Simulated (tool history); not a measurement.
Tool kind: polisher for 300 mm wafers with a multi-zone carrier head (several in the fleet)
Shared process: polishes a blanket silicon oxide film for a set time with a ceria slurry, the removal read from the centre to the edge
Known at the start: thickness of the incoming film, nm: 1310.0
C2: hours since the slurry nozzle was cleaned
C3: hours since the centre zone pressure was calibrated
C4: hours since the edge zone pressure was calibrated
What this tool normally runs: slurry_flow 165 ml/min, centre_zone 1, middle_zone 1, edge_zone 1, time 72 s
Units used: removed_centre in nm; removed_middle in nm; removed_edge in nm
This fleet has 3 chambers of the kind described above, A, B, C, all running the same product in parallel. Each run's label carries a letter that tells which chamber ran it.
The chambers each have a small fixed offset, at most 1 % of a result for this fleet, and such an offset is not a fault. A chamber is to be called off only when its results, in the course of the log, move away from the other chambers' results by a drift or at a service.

{"run": "1C", "day": 0.112, "slurry_flow": 165, "centre_zone": 1, "middle_zone": 1, "edge_zone": 1, "time": 72, "wafers polished on this pad": 584, "C2": 200.3, "C3": 717.8, "C4": 496.3, "removed_centre": 554.46, "removed_middle": 556.23, "removed_edge": 548.23}
{"run": "2A", "day": 0.338, "slurry_flow": 165, "centre_zone": 1, "middle_zone": 1, "edge_zone": 1, "time": 72, "wafers polished on this pad": 647, "C2": 158.1, "C3": 354.6, "C4": 132.1, "removed_centre": 551.82, "removed_middle": 545.29, "removed_edge": 547.13}
{"run": "3B", "day": 0.462, "slurry_flow": 165, "centre_zone": 1, "middle_zone": 1, "edge_zone": 1, "time": 72, "wafers polished on this pad": 364, "C2": 381.5, "C3": 714.5, "C4": 181.3, "removed_centre": 554.12, "removed_middle": 557.11, "removed_edge": 558.26}
{"run": "4C", "day": 0.604, "slurry_flow": 165, "centre_zone": 1, "middle_zone": 1, "edge_zone": 1, "time": 72, "wafers polished on this pad": 692, "C2": 212.1, "C3": 729.6, "C4": 508.1, "removed_centre": 552.1, "removed_middle": 562.73, "removed_edge": 547.03}
{"run": "5B", "day": 0.75, "slurry_flow": 165, "centre_zone": 1.11, "middle_zone": 1, "edge_zone": 1, "time": 72, "wafers polished on this pad": 427, "C2": 388.4, "C3": 721.4, "C4": 188.2, "removed_centre": 627.65, "removed_middle": 560.45, "removed_edge": 545.94}
{"run": "6A", "day": 0.854, "slurry_flow": 165, "centre_zone": 1.11, "middle_zone": 1, "edge_zone": 1, "time": 72, "wafers polished on this pad": 761, "C2": 170.5, "C3": 367, "C4": 144.5, "removed_centre": 620.72, "removed_middle": 560.14, "removed_edge": 553.03}
{"run": "7A", "day": 0.992, "slurry_flow": 165, "centre_zone": 1.11, "middle_zone": 1, "edge_zone": 1, "time": 72, "wafers polished on this pad": 791, "C2": 173.8, "C3": 370.3, "C4": 147.8, "removed_centre": 624.38, "removed_middle": 560.57, "removed_edge": 555.88}
{"run": "8C", "day": 1.204, "slurry_flow": 165, "centre_zone": 1, "middle_zone": 1, "edge_zone": 1, "time": 72, "wafers polished on this pad": 824, "C2": 226.5, "C3": 744, "C4": 522.5, "removed_centre": 551.59, "removed_middle": 557.36, "removed_edge": 554.77}
{"day": 1.238, "done": "chamber C: worn pad replaced by a new one"}
{"run": "9B", "day": 1.4, "slurry_flow": 165, "centre_zone": 1, "middle_zone": 1, "edge_zone": 1, "time": 72, "wafers polished on this pad": 571, "C2": 404, "C3": 737, "C4": 203.8, "removed_centre": 548.54, "removed_middle": 562.86, "removed_edge": 559.02}
{"run": "10B", "day": 1.6, "slurry_flow": 165, "centre_zone": 1, "middle_zone": 1, "edge_zone": 1, "time": 72, "wafers polished on this pad": 615, "C2": 408.8, "C3": 741.8, "C4": 208.6, "removed_centre": 555.57, "removed_middle": 553.48, "removed_edge": 555.24}
{"run": "11C", "day": 1.771, "slurry_flow": 165, "centre_zone": 1, "middle_zone": 1, "edge_zone": 1, "time": 72, "wafers polished on this pad": 117, "C2": 240.1, "C3": 757.6, "C4": 536.1, "removed_centre": 562.44, "removed_middle": 564.63, "removed_edge": 548.65}
{"run": "12A", "day": 1.967, "slurry_flow": 165, "centre_zone": 1, "middle_zone": 1, "edge_zone": 1, "time": 72, "wafers polished on this pad": 1006, "C2": 197.2, "C3": 393.7, "C4": 171.2, "removed_centre": 540.03, "removed_middle": 541.74, "removed_edge": 538.02}
{"run": "13B", "day": 2.188, "slurry_flow": 165, "centre_zone": 1, "middle_zone": 1, "edge_zone": 1, "time": 72, "wafers polished on this pad": 744, "C2": 422.9, "C3": 755.9, "C4": 222.7, "removed_centre": 559.22, "removed_middle": 548.46, "removed_edge": 558.28}
{"run": "14C", "day": 2.342, "slurry_flow": 165, "centre_zone": 1, "middle_zone": 1, "edge_zone": 1, "time": 72, "wafers polished on this pad": 243, "C2": 253.8, "C3": 771.3, "C4": 549.8, "removed_centre": 553.18, "removed_middle": 562.85, "removed_edge": 550.65}
{"run": "15A", "day": 2.45, "slurry_flow": 165, "centre_zone": 1, "middle_zone": 1, "edge_zone": 1.09, "time": 63, "wafers polished on this pad": 1113, "C2": 208.8, "C3": 405.3, "C4": 182.8, "removed_centre": 468.63, "removed_middle": 474.39, "removed_edge": 500.9}
{"run": "16B", "day": 2.612, "slurry_flow": 165, "centre_zone": 1, "middle_zone": 1, "edge_zone": 1.09, "time": 63, "wafers polished on this pad": 838, "C2": 433.1, "C3": 766.1, "C4": 232.9, "removed_centre": 482.26, "removed_middle": 483.54, "removed_edge": 508.13}
{"run": "17C", "day": 2.821, "slurry_flow": 165, "centre_zone": 1, "middle_zone": 1, "edge_zone": 1.09, "time": 63, "wafers polished on this pad": 349, "C2": 265.3, "C3": 782.8, "C4": 561.3, "removed_centre": 476.28, "removed_middle": 484.43, "removed_edge": 497.11}
{"run": "18A", "day": 2.979, "slurry_flow": 165, "centre_zone": 1, "middle_zone": 1, "edge_zone": 1, "time": 72, "wafers polished on this pad": 1230, "C2": 221.5, "C3": 418, "C4": 195.5, "removed_centre": 528.85, "removed_middle": 522.12, "removed_edge": 526.35}
{"run": "19B", "day": 3.083, "slurry_flow": 165, "centre_zone": 1, "middle_zone": 1, "edge_zone": 1, "time": 72, "wafers polished on this pad": 942, "C2": 444.4, "C3": 777.4, "C4": 244.2, "removed_centre": 557.27, "removed_middle": 555.35, "removed_edge": 546.31}
{"run": "20A", "day": 3.221, "slurry_flow": 165, "centre_zone": 1, "middle_zone": 1, "edge_zone": 1, "time": 72, "wafers polished on this pad": 1283, "C2": 227.3, "C3": 423.8, "C4": 201.3, "removed_centre": 523.6, "removed_middle": 530.03, "removed_edge": 528.92}
{"run": "21C", "day": 3.417, "slurry_flow": 165, "centre_zone": 1, "middle_zone": 1, "edge_zone": 0.94, "time": 72, "wafers polished on this pad": 480, "C2": 279.6, "C3": 797.1, "C4": 575.6, "removed_centre": 541.58, "removed_middle": 539.6, "removed_edge": 534.73}
{"run": "22A", "day": 3.588, "slurry_flow": 165, "centre_zone": 1, "middle_zone": 1, "edge_zone": 0.94, "time": 72, "wafers polished on this pad": 1364, "C2": 236.1, "C3": 432.6, "C4": 210.1, "removed_centre": 525.78, "removed_middle": 519.51, "removed_edge": 503.58}

Next, every chamber runs the same settings. What will each give?
{"run": "23A", "day": 3.754, "slurry_flow": 165, "centre_zone": 1, "middle_zone": 1, "edge_zone": 1, "time": 72, "removed_centre": "?", "removed_middle": "?", "removed_edge": "?"}
{"run": "23B", "day": 3.754, "slurry_flow": 165, "centre_zone": 1, "middle_zone": 1, "edge_zone": 1, "time": 72, "removed_centre": "?", "removed_middle": "?", "removed_edge": "?"}
{"run": "23C", "day": 3.754, "slurry_flow": 165, "centre_zone": 1, "middle_zone": 1, "edge_zone": 1, "time": 72, "removed_centre": "?", "removed_middle": "?", "removed_edge": "?"}

run=23A removed_centre=519.56 removed_middle=526.89 removed_edge=527.37
run=23B removed_centre=541.44 removed_middle=546.93 removed_edge=549.89
run=23C removed_centre=557.22 removed_middle=556.61 removed_edge=554.04
